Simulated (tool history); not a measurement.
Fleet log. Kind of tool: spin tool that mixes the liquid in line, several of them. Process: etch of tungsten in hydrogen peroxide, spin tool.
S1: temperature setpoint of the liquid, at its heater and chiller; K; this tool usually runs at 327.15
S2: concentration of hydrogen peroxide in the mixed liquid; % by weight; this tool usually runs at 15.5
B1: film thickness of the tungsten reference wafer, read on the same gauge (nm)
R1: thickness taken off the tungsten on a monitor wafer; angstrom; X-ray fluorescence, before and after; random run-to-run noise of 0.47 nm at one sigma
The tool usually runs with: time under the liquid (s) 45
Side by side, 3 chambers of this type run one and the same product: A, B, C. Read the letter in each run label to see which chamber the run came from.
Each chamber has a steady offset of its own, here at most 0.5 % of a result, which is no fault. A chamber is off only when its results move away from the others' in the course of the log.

run 1A hour=5.5 | S1=327.15 S2=15.5 time_under_the_liquid_(s)=45 | B1=50.002 | R1=566.96
run 2B hour=10.3 | S1=327.15 S2=15.5 time_under_the_liquid_(s)=45 | B1=50.005 | R1=557.08
run 3C hour=17.4 | S1=327.15 S2=15.5 time_under_the_liquid_(s)=45 | B1=50.038 | R1=563.28
run 4B hour=24.2 | S1=327.15 S2=15.5 time_under_the_liquid_(s)=45 | B1=49.994 | R1=555.79
run 5C hour=28.3 | S1=327.15 S2=15.5 time_under_the_liquid_(s)=30 | B1=49.989 | R1=378.87
run 6A hour=32.3 | S1=327.15 S2=15.5 time_under_the_liquid_(s)=30 | B1=49.979 | R1=370.26
run 7A hour=37.3 | S1=327.15 S2=15.5 time_under_the_liquid_(s)=30 | B1=49.988 | R1=374.33
run 8B hour=43.5 | S1=327.15 S2=15.5 time_under_the_liquid_(s)=45 | B1=49.986 | R1=563.43
run 9C hour=48.0 | S1=327.15 S2=15.5 time_under_the_liquid_(s)=45 | B1=49.971 | R1=558.41
run 10B hour=54.0 | S1=327.15 S2=15.5 time_under_the_liquid_(s)=45 | B1=49.965 | R1=554.88
run 11A hour=59.3 | S1=327.15 S2=15.5 time_under_the_liquid_(s)=45 | B1=50.009 | R1=547.53
run 12C hour=64.7 | S1=327.15 S2=15.5 time_under_the_liquid_(s)=35 | B1=50.003 | R1=432.64
run 13A hour=71.8 | S1=327.15 S2=15.5 time_under_the_liquid_(s)=35 | B1=49.994 | R1=429.86
run 14B hour=76.6 | S1=327.15 S2=15.5 time_under_the_liquid_(s)=35 | B1=49.999 | R1=421.12
run 15C hour=82.4 | S1=327.15 S2=15.5 time_under_the_liquid_(s)=45 | B1=50.007 | R1=557.42
run 16B hour=86.5 | S1=321.15 S2=12.0 time_under_the_liquid_(s)=45 | B1=50.043 | R1=327.06
run 17A hour=91.2 | S1=321.15 S2=12.0 time_under_the_liquid_(s)=45 | B1=50.019 | R1=339.96
run 18C hour=98.3 | S1=321.15 S2=12.0 time_under_the_liquid_(s)=45 | B1=50.012 | R1=343.34
run 19A hour=102.4 | S1=327.15 S2=15.5 time_under_the_liquid_(s)=20 | B1=49.999 | R1=246.16
run 20B hour=108.3 | S1=327.15 S2=15.5 time_under_the_liquid_(s)=20 | B1=50.000 | R1=238.52
run 21C hour=115.5 | S1=327.15 S2=15.5 time_under_the_liquid_(s)=20 | B1=50.017 | R1=246.47
run 22A hour=118.7 | S1=320.65 S2=15.5 time_under_the_liquid_(s)=25 | B1=50.013 | R1=209.93
run 23C hour=123.0 | S1=320.65 S2=15.5 time_under_the_liquid_(s)=25 | B1=50.002 | R1=211.40
-- hour=124.4 chamber A: heated supply line repaired
run 24B hour=127.3 | S1=320.65 S2=15.5 time_under_the_liquid_(s)=25 | B1=50.004 | R1=192.81
run 25A hour=132.9 | S1=327.15 S2=15.5 time_under_the_liquid_(s)=45 | B1=50.003 | R1=560.91
run 26B hour=136.7 | S1=327.15 S2=15.5 time_under_the_liquid_(s)=45 | B1=50.009 | R1=515.61
run 27C hour=143.2 | S1=327.15 S2=15.5 time_under_the_liquid_(s)=45 | B1=50.021 | R1=557.84
run 28C hour=146.4 | S1=327.15 S2=15.5 time_under_the_liquid_(s)=45 | B1=49.985 | R1=552.61
run 29A hour=152.1 | S1=327.15 S2=15.5 time_under_the_liquid_(s)=45 | B1=49.977 | R1=555.33
run 30B hour=157.6 | S1=327.15 S2=15.5 time_under_the_liquid_(s)=45 | B1=49.998 | R1=499.01

Which is it: a chamber that has drifted or been left off by a service, a gauge drift common to all chambers, or only each chamber's usual small offset? If a chamber is off, name it and its likeliest cause.

One chamber, B, drifts off from the rest bit by bit.
What lies behind it: temperature lost on the way to the wafer (K) = 1.74.
The log may not tell that from: liquid colder than its thermometer reads (K).

Chamber B could run next with any of the 4 candidate recipes listed below; each alters the usual settings, and their results appear as question marks. Which one brings its results back in line with what the other chambers deliver on the usual settings?
Allowed miss from the other chambers' usual-settings mean, per result, to count as in line: R1 16.00 angstrom
run 31B-1 hour=162.9 | S1=327.15 S2=15.5 time_under_the_liquid_(s)=50 | R1=?
run 31B-2 hour=162.9 | S1=326.65 S2=15.5 time_under_the_liquid_(s)=45 | R1=?
run 31B-3 hour=162.9 | S1=327.15 S2=15.5 time_under_the_liquid_(s)=40 | R1=?
run 31B-4 hour=162.9 | S1=327.65 S2=15.5 time_under_the_liquid_(s)=45 | R1=?

The other chambers' mean on the usual settings: R1 559.29 angstrom
run=31B-1 R1=561.42
run=31B-2 R1=489.96
run=31B-3 R1=449.13
run=31B-4 R1=520.71
With 31B-1, the chamber falls back in line with the rest.
